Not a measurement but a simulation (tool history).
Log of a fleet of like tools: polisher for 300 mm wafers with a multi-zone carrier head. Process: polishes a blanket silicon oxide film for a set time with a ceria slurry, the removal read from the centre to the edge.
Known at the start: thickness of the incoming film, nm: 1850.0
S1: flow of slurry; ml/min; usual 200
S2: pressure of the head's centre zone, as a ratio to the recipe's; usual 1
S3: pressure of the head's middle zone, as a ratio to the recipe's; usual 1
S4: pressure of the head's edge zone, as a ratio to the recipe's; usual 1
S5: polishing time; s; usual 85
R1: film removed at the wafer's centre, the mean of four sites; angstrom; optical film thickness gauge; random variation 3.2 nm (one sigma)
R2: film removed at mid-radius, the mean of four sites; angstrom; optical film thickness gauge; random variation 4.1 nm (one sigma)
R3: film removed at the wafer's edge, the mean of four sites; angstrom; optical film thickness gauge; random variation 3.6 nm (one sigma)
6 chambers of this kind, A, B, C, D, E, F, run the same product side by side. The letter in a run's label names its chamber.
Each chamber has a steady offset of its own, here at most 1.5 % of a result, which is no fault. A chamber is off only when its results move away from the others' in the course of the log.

| run | day | S1 | S2 | S3 | S4 | S5 | R1 | R2 | R3 |
|---|---|---|---|---|---|---|---|---|---|
| 1F | 0.379 | 200 | 1 | 1 | 1 | 85 | 3559.9 | 3477 | 3536.2 |
|  | 0.504 | chamber A: slurry nozzle cleaned |
|  | 0.633 | chamber E: slurry nozzle cleaned |
|  | 0.642 | chamber C: worn pad replaced by a new one |
| 2C | 0.746 | 200 | 1 | 1 | 1 | 85 | 3561.2 | 3509.5 | 3525.2 |
| 3D | 1.171 | 200 | 1 | 1 | 1 | 85 | 3436.6 | 3451.6 | 3509.7 |
|  | 1.383 | chamber F: worn pad replaced by a new one |
| 4E | 1.492 | 200 | 1 | 1 | 1 | 85 | 3489.1 | 3500.4 | 3429 |
| 5A | 1.8 | 200 | 1 | 1 | 1 | 85 | 3534.2 | 3576.2 | 3445.7 |
| 6B | 2.104 | 200 | 1 | 1 | 1 | 85 | 3529.9 | 3493.8 | 3478.5 |
| 7C | 2.371 | 200 | 1 | 1 | 1 | 85 | 3529.3 | 3466.8 | 3464.8 |
|  | 2.483 | chamber A: worn pad replaced by a new one |
| 8F | 2.571 | 265 | 1 | 1 | 1 | 65 | 2804 | 2771.6 | 2785.2 |
|  | 3.012 | chamber E: worn pad replaced by a new one |
| 9E | 3.025 | 265 | 1 | 1 | 1 | 65 | 2808 | 2773.6 | 2782.2 |
| 10A | 3.346 | 265 | 1 | 1 | 1 | 65 | 2822.2 | 2826.9 | 2763.9 |
|  | 3.417 | chamber D: worn pad replaced by a new one |
|  | 3.417 | chamber B: worn pad replaced by a new one |
| 11D | 3.617 | 265 | 1 | 1 | 1 | 65 | 2834.3 | 2725.3 | 2764.6 |
| 12B | 4 | 265 | 1 | 1 | 1 | 65 | 2807.6 | 2737.5 | 2754.6 |
| 13C | 4.404 | 265 | 1 | 1 | 1 | 65 | 2801.7 | 2777.2 | 2764.9 |
| 14B | 4.796 | 200 | 1 | 1 | 1 | 85 | 3543.8 | 3433.4 | 3505.1 |
|  | 4.808 | chamber B: slurry nozzle cleaned |
| 15D | 5.162 | 200 | 1 | 1 | 1 | 85 | 3483 | 3452.5 | 3513.4 |
| 16E | 5.475 | 200 | 1 | 1 | 1 | 85 | 3562.5 | 3437.5 | 3563.5 |
| 17F | 5.85 | 200 | 1 | 1 | 1 | 85 | 3525.1 | 3573.2 | 3506.4 |
|  | 6.158 | chamber E: worn pad replaced by a new one |
| 18A | 6.267 | 200 | 1 | 1 | 1 | 85 | 3586.8 | 3473.9 | 3546.2 |
| 19B | 6.579 | 200 | 1 | 1 | 1 | 85 | 3584.5 | 3475.6 | 3532.7 |
|  | 6.767 | chamber C: worn pad replaced by a new one |
| 20C | 6.892 | 200 | 1 | 1 | 1 | 85 | 3483.1 | 3478.2 | 3549.4 |
| 21E | 7.142 | 200 | 0.91 | 1 | 1 | 57 | 2131.2 | 2394.8 | 2382.3 |
|  | 7.446 | chamber D: slurry nozzle cleaned |
| 22A | 7.483 | 200 | 0.91 | 1 | 1 | 57 | 2124.1 | 2356.7 | 2390.8 |
|  | 7.692 | chamber D: worn pad replaced by a new one |
| 23F | 7.75 | 200 | 0.91 | 1 | 1 | 57 | 2156.6 | 2391.1 | 2385.6 |
| 24D | 8.046 | 200 | 0.91 | 1 | 1 | 57 | 2163 | 2333.5 | 2363 |
|  | 8.121 | chamber F: worn pad replaced by a new one |
| 25D | 8.392 | 200 | 0.91 | 1 | 1 | 57 | 2145.1 | 2356.2 | 2371.4 |
| 26B | 8.708 | 200 | 0.91 | 1 | 1 | 57 | 2129.2 | 2331.7 | 2337.1 |
|  | 8.817 | chamber A: worn pad replaced by a new one |
| 27E | 9.029 | 200 | 1 | 1 | 1 | 85 | 3496.2 | 3507.8 | 3514.8 |
| 28C | 9.238 | 200 | 0.95 | 1 | 1 | 85 | 3311.9 | 3543.6 | 3531.3 |
| 29F | 9.6 | 200 | 0.95 | 1 | 1 | 85 | 3335.7 | 3487.9 | 3438.2 |
|  | 9.875 | chamber E: worn pad replaced by a new one |
| 30A | 9.912 | 200 | 0.95 | 1 | 1 | 85 | 3343.5 | 3472.5 | 3524.2 |
|  | 10.329 | chamber B: worn pad replaced by a new one |
| 31F | 10.329 | 200 | 0.95 | 1 | 1 | 85 | 3335.9 | 3567.2 | 3534.5 |
| 32B | 10.717 | 200 | 0.95 | 1 | 1 | 85 | 3291.9 | 3473.4 | 3482.2 |
| 33C | 10.996 | 200 | 0.95 | 1 | 1 | 85 | 3310.6 | 3505.8 | 3529.3 |
|  | 11.262 | chamber C: slurry nozzle cleaned |
| 34E | 11.354 | 200 | 1 | 1 | 1 | 85 | 3453.4 | 3458.3 | 3552.1 |
| 35D | 11.742 | 200 | 1 | 1 | 1 | 85 | 3496.4 | 3456.3 | 3540.3 |
| 36A | 12.071 | 200 | 1 | 1 | 1 | 85 | 3541.1 | 3520.9 | 3473.4 |
|  | 12.396 | chamber D: worn pad replaced by a new one |
|  | 12.412 | chamber F: edge zone pressure recalibrated |
|  | 12.417 | chamber F: slurry nozzle cleaned |
| 37D | 12.429 | 200 | 1 | 1 | 1 | 85 | 3520.5 | 3565.5 | 3551.7 |
| 38C | 12.754 | 200 | 1 | 1 | 1 | 85 | 3486.5 | 3499.2 | 3485 |
| 39A | 13.058 | 200 | 1 | 1 | 1 | 85 | 3520.7 | 3580.2 | 3513.8 |
|  | 13.133 | chamber E: worn pad replaced by a new one |
|  | 13.146 | chamber E: edge zone pressure recalibrated |
| 40E | 13.454 | 200 | 1 | 1 | 1 | 85 | 3501.9 | 3483.2 | 3546 |
| 41F | 13.792 | 200 | 1 | 1 | 1 | 85 | 3535.5 | 3547 | 3537.6 |
|  | 13.883 | chamber A: worn pad replaced by a new one |
| 42B | 14.112 | 200 | 1 | 1 | 1 | 85 | 3489.7 | 3439.1 | 3523 |
| 43E | 14.458 | 200 | 1 | 1 | 1 | 85 | 3563.2 | 3476.5 | 3522.5 |
| 44A | 14.762 | 230 | 1 | 1.08 | 1 | 85 | 3604.4 | 3758.8 | 3541.1 |

All 6 chambers run these settings next. Forecast each chamber's results:
| 45A | 15.096 | 200 | 1 | 1 | 1 | 85 | ? | ? | ? |
| 45B | 15.096 | 200 | 1 | 1 | 1 | 85 | ? | ? | ? |
| 45C | 15.096 | 200 | 1 | 1 | 1 | 85 | ? | ? | ? |
| 45D | 15.096 | 200 | 1 | 1 | 1 | 85 | ? | ? | ? |
| 45E | 15.096 | 200 | 1 | 1 | 1 | 85 | ? | ? | ? |
| 45F | 15.096 | 200 | 1 | 1 | 1 | 85 | ? | ? | ? |

| run | R1 | R2 | R3 |
|---|---|---|---|
| 45A | 3544 | 3568.7 | 3440.2 |
| 45B | 3476.1 | 3464.1 | 3525 |
| 45C | 3546.1 | 3572.7 | 3538.5 |
| 45D | 3526.6 | 3500.6 | 3436.4 |
| 45E | 3556.8 | 3469.9 | 3523.1 |
| 45F | 3501.7 | 3422.9 | 3535.8 |
